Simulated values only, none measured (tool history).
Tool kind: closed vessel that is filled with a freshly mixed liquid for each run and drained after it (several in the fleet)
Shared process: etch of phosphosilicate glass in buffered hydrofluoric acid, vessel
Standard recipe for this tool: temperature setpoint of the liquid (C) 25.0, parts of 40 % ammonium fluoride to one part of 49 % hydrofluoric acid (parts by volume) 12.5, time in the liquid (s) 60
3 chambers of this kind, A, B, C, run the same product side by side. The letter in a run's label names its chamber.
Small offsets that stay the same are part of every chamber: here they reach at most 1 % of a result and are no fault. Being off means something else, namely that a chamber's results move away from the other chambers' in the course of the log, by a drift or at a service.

run   hour  temperature setpoint of the liquid (C)  parts of 40 % ammonium fluoride to one part of 49 % hydrofluoric acid (parts by volume)  time in the liquid (s)  hours since the thermometer was replaced  hours since the hydrofluoric acid flow meter was replaced  read-back film thickness of the phosphosilicate glass reference wafer, read on the same gauge (nm)  thickness taken off the phosphosilicate glass on a monitor wafer (Å)
 1A    7.2                                    25.0                                                                                     12.5                      60                                    1038.3                                                       33.7                                                                                              130.01                                                                3966.5
 2B   19.5                                    25.0                                                                                     12.5                      60                                    1769.6                                                      349.1                                                                                              129.97                                                                4024.6
 3C   27.2                                    25.0                                                                                     12.5                      60                                     530.9                                                      742.1                                                                                              130.00                                                                3989.2
 4C   38.6                                    25.0                                                                                     12.5                      60                                     542.3                                                      753.5                                                                                              130.01                                                                3997.4
 5A   50.2                                    22.0                                                                                     12.5                      90                                    1081.3                                                       76.7                                                                                              129.99                                                                5094.0
 6B   58.0                                    22.0                                                                                     12.5                      90                                    1808.1                                                      387.6                                                                                              130.01                                                                5146.7
 7B   69.3                                    22.0                                                                                     12.5                      90                                    1819.4                                                      398.9                                                                                              130.00                                                                5038.6
 8C   77.3                                    25.0                                                                                     12.5                      60                                     581.0                                                      792.2                                                                                              129.98                                                                3998.5
 9A   89.0                                    25.0                                                                                     12.5                      60                                    1120.1                                                      115.5                                                                                              130.00                                                                3997.6
10B   99.7                                    25.0                                                                                     12.5                      60                                    1849.8                                                      429.3                                                                                              130.01                                                                3992.2
11C  107.3                                    25.0                                                                                     12.5                      60                                     611.0                                                      822.2                                                                                              130.00                                                                3986.2
12A  118.9                                    25.0                                                                                     12.5                      60                                    1150.0                                                      145.4                                                                                              130.00                                                                4048.5
13B  126.0                                    25.0                                                                                      8.5                      60                                    1876.1                                                      455.6                                                                                              130.02                                                                5656.4
14C  135.1                                    25.0                                                                                      8.5                      60                                     638.8                                                      850.0                                                                                              129.99                                                                5587.6
15A  141.2                                    25.0                                                                                      8.5                      60                                    1172.3                                                      167.7                                                                                              129.98                                                                5602.0
16B  147.4                                    25.0                                                                                     12.5                      60                                    1897.5                                                      477.0                                                                                              130.01                                                                3977.1
17C  159.7                                    25.0                                                                                     12.5                      60                                     663.4                                                      874.6                                                                                              130.01                                                                3932.2
18A  166.2                                    25.0                                                                                     12.5                      60                                    1197.3                                                      192.7                                                                                              129.99                                                                3962.9
19A  175.5                                    25.0                                                                                      8.5                      95                                    1206.6                                                      202.0                                                                                              130.01                                                                8810.5
20B  181.4                                    25.0                                                                                      8.5                      95                                    1931.5                                                      511.0                                                                                              129.98                                                                8725.0
21C  194.3                                    25.0                                                                                      8.5                      95                                     698.0                                                      909.2                                                                                              129.99                                                                8822.4
22A  204.9                                    25.0                                                                                     12.5                      60                                    1236.0                                                      231.4                                                                                              130.01                                                                3983.8
     206.3  -- chamber B: hydrofluoric acid flow meter replaced
23B  213.9                                    25.0                                                                                     12.5                      60                                    1964.0                                                        7.6                                                                                              130.01                                                                3829.8
24C  224.1                                    25.0                                                                                     12.5                      60                                     727.8                                                      939.0                                                                                              130.00                                                                3995.2
25A  235.5                                    25.0                                                                                     12.5                      60                                    1266.6                                                      262.0                                                                                              130.00                                                                3938.2
26C  243.0                                    25.0                                                                                     12.5                      60                                     746.7                                                      957.9                                                                                              130.02                                                                3979.0
27B  252.5                                    25.0                                                                                      8.0                      60                                    2002.6                                                       46.2                                                                                              130.01                                                                5867.7
28A  262.6                                    25.0                                                                                      8.0                      60                                    1293.7                                                      289.1                                                                                              130.01                                                                5952.7
29B  269.9                                    25.0                                                                                      8.0                      60                                    2020.0                                                       63.6                                                                                              129.98                                                                5762.0
30C  280.8                                    25.0                                                                                     12.5                      60                                     784.5                                                      995.7                                                                                              130.01                                                                3932.3
31B  293.6                                    25.0                                                                                     12.5                      60                                    2043.7                                                       87.3                                                                                              130.00                                                                3805.3
32A  301.0                                    25.0                                                                                     12.5                      60                                    1332.1                                                      327.5                                                                                              130.02                                                                3975.1
33C  306.9                                    25.0                                                                                     12.5                      60                                     810.6                                                     1021.8                                                                                              130.00                                                                3987.0
34B  316.8                                    25.0                                                                                     12.5                      60                                    2066.9                                                      110.5                                                                                              130.00                                                                3771.5
35A  329.3                                    25.0                                                                                     12.5                      60                                    1360.4                                                      355.8                                                                                              129.99                                                                4008.9
36C  335.1                                    25.0                                                                                     12.5                      60                                     838.8                                                     1050.0                                                                                              129.99                                                                3981.8
37C  347.8                                    25.0                                                                                     12.5                      60                                     851.5                                                     1062.7                                                                                              129.97                                                                4026.7
38B  356.8                                    25.0                                                                                     10.0                      45                                    2106.9                                                      150.5                                                                                              130.00                                                                3499.6
39A  367.1                                    25.0                                                                                     10.0                      45                                    1398.2                                                      393.6                                                                                              130.01                                                                3710.6
40B  379.0                                    25.0                                                                                     10.0                      45                                    2129.1                                                      172.7                                                                                              129.99                                                                3468.7
41A  388.9                                    25.0                                                                                     12.5                      60                                    1420.0                                                      415.4                                                                                              130.00                                                                3988.9
42C  396.3                                    29.5                                                                                     12.5                      85                                     900.0                                                     1111.2                                                                                              130.00                                                                7197.0
43C  407.6                                    29.5                                                                                     12.5                      85                                     911.3                                                     1122.5                                                                                              129.99                                                                7169.3

Next, all 3 chambers run the settings below, one line each with question marks for the results. What does each chamber give?
44A  417.0                                    25.0                                                                                     12.5                      80                                                                                                                                                                                                                                                                              ?
44B  417.0                                    25.0                                                                                     12.5                      80                                                                                                                                                                                                                                                                              ?
44C  417.0                                    25.0                                                                                     12.5                      80                                                                                                                                                                                                                                                                              ?

run  thickness taken off the phosphosilicate glass on a monitor wafer (Å)
44A                                                                5325.8
44B                                                                4961.1
44C                                                                5302.0
